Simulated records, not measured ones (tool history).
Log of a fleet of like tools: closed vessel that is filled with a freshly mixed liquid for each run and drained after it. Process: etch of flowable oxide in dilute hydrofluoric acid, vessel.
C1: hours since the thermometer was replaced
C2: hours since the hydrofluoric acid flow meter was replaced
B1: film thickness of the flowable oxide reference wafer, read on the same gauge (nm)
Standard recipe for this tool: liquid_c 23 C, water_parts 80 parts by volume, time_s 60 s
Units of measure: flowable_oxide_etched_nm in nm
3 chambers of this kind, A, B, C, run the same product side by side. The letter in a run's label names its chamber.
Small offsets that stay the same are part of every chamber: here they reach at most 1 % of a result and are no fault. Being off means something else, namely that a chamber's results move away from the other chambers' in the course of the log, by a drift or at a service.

-- hour=3.6 chamber A: thermometer replaced
run 1B hour=4.3 | liquid_c=23 water_parts=80 time_s=60 | C1=130.5 C2=670 | B1=40.03 | flowable_oxide_etched_nm=34.515
run 2C hour=6.8 | liquid_c=23 water_parts=80 time_s=60 | C1=742.9 C2=357.9 | B1=40.007 | flowable_oxide_etched_nm=33.812
run 3A hour=10.6 | liquid_c=23 water_parts=80 time_s=60 | C1=7 C2=125 | B1=39.99 | flowable_oxide_etched_nm=33.621
run 4A hour=13.6 | liquid_c=23 water_parts=80 time_s=60 | C1=10 C2=128 | B1=40.032 | flowable_oxide_etched_nm=33.769
run 5B hour=18 | liquid_c=23 water_parts=65 time_s=30 | C1=144.2 C2=683.7 | B1=39.989 | flowable_oxide_etched_nm=21.401
run 6C hour=20.7 | liquid_c=23 water_parts=65 time_s=30 | C1=756.8 C2=371.8 | B1=39.999 | flowable_oxide_etched_nm=20.998
run 7A hour=23.5 | liquid_c=23 water_parts=65 time_s=30 | C1=19.9 C2=137.9 | B1=39.983 | flowable_oxide_etched_nm=20.887
run 8B hour=28.4 | liquid_c=23 water_parts=80 time_s=60 | C1=154.6 C2=694.1 | B1=40.016 | flowable_oxide_etched_nm=34.043
run 9C hour=32.5 | liquid_c=23 water_parts=80 time_s=60 | C1=768.6 C2=383.6 | B1=39.955 | flowable_oxide_etched_nm=33.773
run 10B hour=36.7 | liquid_c=23 water_parts=80 time_s=60 | C1=162.9 C2=702.4 | B1=39.964 | flowable_oxide_etched_nm=33.868
run 11A hour=41.1 | liquid_c=23 water_parts=80 time_s=60 | C1=37.5 C2=155.5 | B1=40.007 | flowable_oxide_etched_nm=33.903
run 12C hour=43.9 | liquid_c=23 water_parts=80 time_s=60 | C1=780 C2=395 | B1=39.994 | flowable_oxide_etched_nm=33.95
run 13A hour=47.2 | liquid_c=23 water_parts=80 time_s=60 | C1=43.6 C2=161.6 | B1=40.003 | flowable_oxide_etched_nm=34.326
run 14C hour=51.4 | liquid_c=23 water_parts=80 time_s=60 | C1=787.5 C2=402.5 | B1=39.975 | flowable_oxide_etched_nm=34.021
run 15B hour=56 | liquid_c=26.5 water_parts=80 time_s=60 | C1=182.2 C2=721.7 | B1=39.978 | flowable_oxide_etched_nm=39.259
-- hour=57.4 chamber C: thermometer replaced
run 16A hour=58.3 | liquid_c=26.5 water_parts=80 time_s=60 | C1=54.7 C2=172.7 | B1=40.015 | flowable_oxide_etched_nm=39.62
run 17C hour=62.1 | liquid_c=26.5 water_parts=80 time_s=60 | C1=4.7 C2=413.2 | B1=39.978 | flowable_oxide_etched_nm=39.082
run 18B hour=66.2 | liquid_c=23 water_parts=80 time_s=60 | C1=192.4 C2=731.9 | B1=39.992 | flowable_oxide_etched_nm=34.089
run 19A hour=69.8 | liquid_c=26 water_parts=80 time_s=60 | C1=66.2 C2=184.2 | B1=39.979 | flowable_oxide_etched_nm=38.983
run 20C hour=72.8 | liquid_c=26 water_parts=80 time_s=60 | C1=15.4 C2=423.9 | B1=39.987 | flowable_oxide_etched_nm=38.382
run 21B hour=75.8 | liquid_c=26 water_parts=80 time_s=60 | C1=202 C2=741.5 | B1=39.988 | flowable_oxide_etched_nm=38.445
run 22B hour=80.1 | liquid_c=27 water_parts=80 time_s=60 | C1=206.3 C2=745.8 | B1=39.984 | flowable_oxide_etched_nm=39.696
run 23A hour=84.6 | liquid_c=27 water_parts=80 time_s=60 | C1=81 C2=199 | B1=39.978 | flowable_oxide_etched_nm=40.424
run 24C hour=87.5 | liquid_c=27 water_parts=80 time_s=60 | C1=30.1 C2=438.6 | B1=39.984 | flowable_oxide_etched_nm=39.703
run 25B hour=92.1 | liquid_c=23 water_parts=80 time_s=60 | C1=218.3 C2=757.8 | B1=40.008 | flowable_oxide_etched_nm=34.113
run 26C hour=95.5 | liquid_c=21 water_parts=80 time_s=70 | C1=38.1 C2=446.6 | B1=39.998 | flowable_oxide_etched_nm=35.835
run 27A hour=98.6 | liquid_c=21 water_parts=80 time_s=70 | C1=95 C2=213 | B1=40.02 | flowable_oxide_etched_nm=37.297
run 28A hour=103.3 | liquid_c=21 water_parts=80 time_s=70 | C1=99.7 C2=217.7 | B1=39.959 | flowable_oxide_etched_nm=37.539
run 29C hour=106.7 | liquid_c=23 water_parts=80 time_s=60 | C1=49.3 C2=457.8 | B1=39.992 | flowable_oxide_etched_nm=34.146
run 30B hour=110.1 | liquid_c=23 water_parts=80 time_s=60 | C1=236.3 C2=775.8 | B1=40.021 | flowable_oxide_etched_nm=33.96
run 31B hour=113.2 | liquid_c=23 water_parts=80 time_s=60 | C1=239.4 C2=778.9 | B1=40.002 | flowable_oxide_etched_nm=34.062
run 32C hour=116 | liquid_c=23 water_parts=80 time_s=60 | C1=58.6 C2=467.1 | B1=39.988 | flowable_oxide_etched_nm=34.046
run 33A hour=120.1 | liquid_c=23 water_parts=80 time_s=60 | C1=116.5 C2=234.5 | B1=39.974 | flowable_oxide_etched_nm=35.161
run 34B hour=123.3 | liquid_c=23 water_parts=95 time_s=30 | C1=249.5 C2=789 | B1=40.016 | flowable_oxide_etched_nm=14.267
run 35A hour=127.9 | liquid_c=23 water_parts=95 time_s=30 | C1=124.3 C2=242.3 | B1=39.995 | flowable_oxide_etched_nm=14.61
run 36C hour=132.3 | liquid_c=23 water_parts=95 time_s=30 | C1=74.9 C2=483.4 | B1=40.023 | flowable_oxide_etched_nm=13.948
run 37A hour=135.8 | liquid_c=23 water_parts=80 time_s=60 | C1=132.2 C2=250.2 | B1=39.988 | flowable_oxide_etched_nm=35.007
run 38C hour=139.6 | liquid_c=23 water_parts=80 time_s=80 | C1=82.2 C2=490.7 | B1=39.994 | flowable_oxide_etched_nm=45.216
run 39B hour=143.5 | liquid_c=23 water_parts=80 time_s=80 | C1=269.7 C2=809.2 | B1=39.996 | flowable_oxide_etched_nm=45.496
run 40A hour=146.6 | liquid_c=23 water_parts=80 time_s=80 | C1=143 C2=261 | B1=40.046 | flowable_oxide_etched_nm=47.964
run 41C hour=150.2 | liquid_c=23 water_parts=50 time_s=60 | C1=92.8 C2=501.3 | B1=40.005 | flowable_oxide_etched_nm=55.765
run 42B hour=155.2 | liquid_c=23 water_parts=50 time_s=60 | C1=281.4 C2=820.9 | B1=40.03 | flowable_oxide_etched_nm=56.604
run 43C hour=157.5 | liquid_c=23 water_parts=50 time_s=60 | C1=100.1 C2=508.6 | B1=39.998 | flowable_oxide_etched_nm=55.296
run 44B hour=162.3 | liquid_c=23 water_parts=80 time_s=60 | C1=288.5 C2=828 | B1=39.981 | flowable_oxide_etched_nm=34.037

Each of the 3 chambers runs these same settings next. Fill in every chamber's results:
run 45A hour=165.8 | liquid_c=23 water_parts=120 time_s=60 | flowable_oxide_etched_nm=?
run 45B hour=165.8 | liquid_c=23 water_parts=120 time_s=60 | flowable_oxide_etched_nm=?
run 45C hour=165.8 | liquid_c=23 water_parts=120 time_s=60 | flowable_oxide_etched_nm=?

run=45A flowable_oxide_etched_nm=22.866
run=45B flowable_oxide_etched_nm=21.843
run=45C flowable_oxide_etched_nm=21.52

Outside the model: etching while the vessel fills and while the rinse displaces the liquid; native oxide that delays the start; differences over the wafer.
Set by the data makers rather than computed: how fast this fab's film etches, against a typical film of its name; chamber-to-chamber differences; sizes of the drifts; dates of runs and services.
